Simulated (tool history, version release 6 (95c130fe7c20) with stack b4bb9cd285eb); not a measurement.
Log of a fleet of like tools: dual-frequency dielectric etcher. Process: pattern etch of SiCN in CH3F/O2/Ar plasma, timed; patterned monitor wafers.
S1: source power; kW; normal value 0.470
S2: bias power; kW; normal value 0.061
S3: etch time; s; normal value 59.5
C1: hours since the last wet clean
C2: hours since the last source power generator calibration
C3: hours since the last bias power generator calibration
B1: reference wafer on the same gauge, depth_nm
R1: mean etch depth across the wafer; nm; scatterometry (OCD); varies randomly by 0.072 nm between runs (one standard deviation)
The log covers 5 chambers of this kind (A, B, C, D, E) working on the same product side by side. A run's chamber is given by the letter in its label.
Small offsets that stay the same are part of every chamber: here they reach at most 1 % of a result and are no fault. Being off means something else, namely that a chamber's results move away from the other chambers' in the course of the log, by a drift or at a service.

run   hour     S1     S2    S3     C1      C2      C3      B1      R1
 1A    2.6  0.470  0.061  59.5  404.2  1107.5  2718.4  23.992  22.303
 2D    5.1  0.470  0.061  59.5  391.6  1863.0  3187.6  23.984  22.420
 3C    9.5  0.470  0.061  59.5  172.9  3450.0  1212.4  23.988  22.321
 4E   12.7  0.470  0.061  59.5  431.6   833.6  1962.7  24.012  22.267
 5B   16.1  0.470  0.061  59.5  275.8   604.0  1168.1  23.983  22.675
 6B   20.8  0.470  0.061  59.5  280.5   608.7  1172.8  24.000  22.673
 7A   23.6  0.470  0.061  72.0  425.2  1128.5  2739.4  23.988  26.964
 8C   27.5  0.470  0.061  72.0  190.9  3468.0  1230.4  23.986  27.083
 9D   30.0  0.470  0.061  72.0  416.5  1887.9  3212.5  23.993  27.149
10E   33.4  0.470  0.061  72.0  452.3   854.3  1983.4  24.009  26.962
      34.8  -- chamber A: wet clean of the chamber
11E   37.7  0.470  0.061  72.0  456.6   858.6  1987.7  24.018  26.958
12D   40.2  0.470  0.061  59.5  426.7  1898.1  3222.7  24.006  22.469
13A   44.9  0.470  0.061  59.5   10.2  1149.8  2760.7  23.992  22.221
      47.2  -- chamber D: wet clean of the chamber
14B   49.6  0.470  0.061  59.5  309.3   637.5  1201.6  23.992  22.611
15C   52.6  0.470  0.061  59.5  216.0  3493.1  1255.5  24.002  22.407
16C   54.7  0.470  0.061  59.5  218.1  3495.2  1257.6  23.995  22.471
17B   58.5  0.570  0.061  59.5  318.2   646.4  1210.5  24.020  24.338
18E   62.0  0.570  0.061  59.5  480.9   882.9  2012.0  24.007  23.995
19D   66.1  0.570  0.061  59.5   19.0  1924.0  3248.6  24.008  24.073
20A   70.4  0.570  0.061  59.5   35.7  1175.3  2786.2  24.008  24.000
21E   72.5  0.570  0.061  59.5  491.4   893.4  2022.5  24.024  24.073
22D   75.2  0.470  0.061  59.5   28.1  1933.1  3257.7  24.005  22.438
23A   77.6  0.470  0.061  59.5   42.9  1182.5  2793.4  24.007  22.200
24B   80.8  0.470  0.061  59.5  340.5   668.7  1232.8  23.997  22.307
25C   83.2  0.470  0.061  75.5  246.6  3523.7  1286.1  23.988  28.367
26A   86.6  0.470  0.061  75.5   51.9  1191.5  2802.4  24.008  28.314
27D   89.5  0.470  0.061  75.5   42.4  1947.4  3272.0  24.020  28.524
28E   93.5  0.470  0.061  75.5  512.4   914.4  2043.5  24.001  28.177
29C   96.5  0.470  0.061  75.5  259.9  3537.0  1299.4  24.000  28.409
30B  100.5  0.470  0.061  59.5  360.2   688.4  1252.5  24.016  22.241
31A  104.0  0.470  0.061  59.5   69.3  1208.9  2819.8  23.988  22.281
32C  107.1  0.470  0.061  59.5  270.5  3547.6  1310.0  24.008  22.502
33D  109.7  0.470  0.061  59.5   62.6  1967.6  3292.2  23.996  22.484
34B  114.3  0.470  0.061  59.5  374.0   702.2  1266.3  24.007  22.070
35E  117.1  0.470  0.061  59.5  536.0   938.0  2067.1  24.010  22.403
36B  120.2  0.470  0.061  59.5  379.9   708.1  1272.2  24.002  21.968
37A  123.9  0.470  0.061  59.5   89.2  1228.8  2839.7  23.986  22.145
38D  127.3  0.470  0.061  59.5   80.2  1985.2  3309.8  23.991  22.489
39C  129.4  0.470  0.061  59.5  292.8  3569.9  1332.3  23.994  22.481

What goes on in this fleet: one chamber off, a drifting gauge, or nothing beyond the chambers' own small offsets? Name the chamber and the cause, if any.

Little by little, chamber B moves away from the other chambers.
Most likely cause: etch rate under this chamber's usual, % = 3.2.

Chamber B could run next with any of the 4 candidate recipes listed below; each alters the usual settings, and their results appear as question marks. Which one brings its results back in line with what the other chambers deliver on the usual settings?
Allowed miss from the other chambers' usual-settings mean, per result, to count as in line: R1 0.250 nm
40B-1  132.9  0.470  0.061  62.0                   ?
40B-2  132.9  0.420  0.061  59.5                   ?
40B-3  132.9  0.470  0.061  60.5                   ?
40B-4  132.9  0.470  0.057  59.5                   ?

The other chambers' mean on the usual settings: R1 22.367 nm
  run      R1
40B-1  22.819
40B-2  20.964
40B-3  22.267
40B-4  21.409
40B-3 is the one that brings the chamber's results back in line with the other chambers.

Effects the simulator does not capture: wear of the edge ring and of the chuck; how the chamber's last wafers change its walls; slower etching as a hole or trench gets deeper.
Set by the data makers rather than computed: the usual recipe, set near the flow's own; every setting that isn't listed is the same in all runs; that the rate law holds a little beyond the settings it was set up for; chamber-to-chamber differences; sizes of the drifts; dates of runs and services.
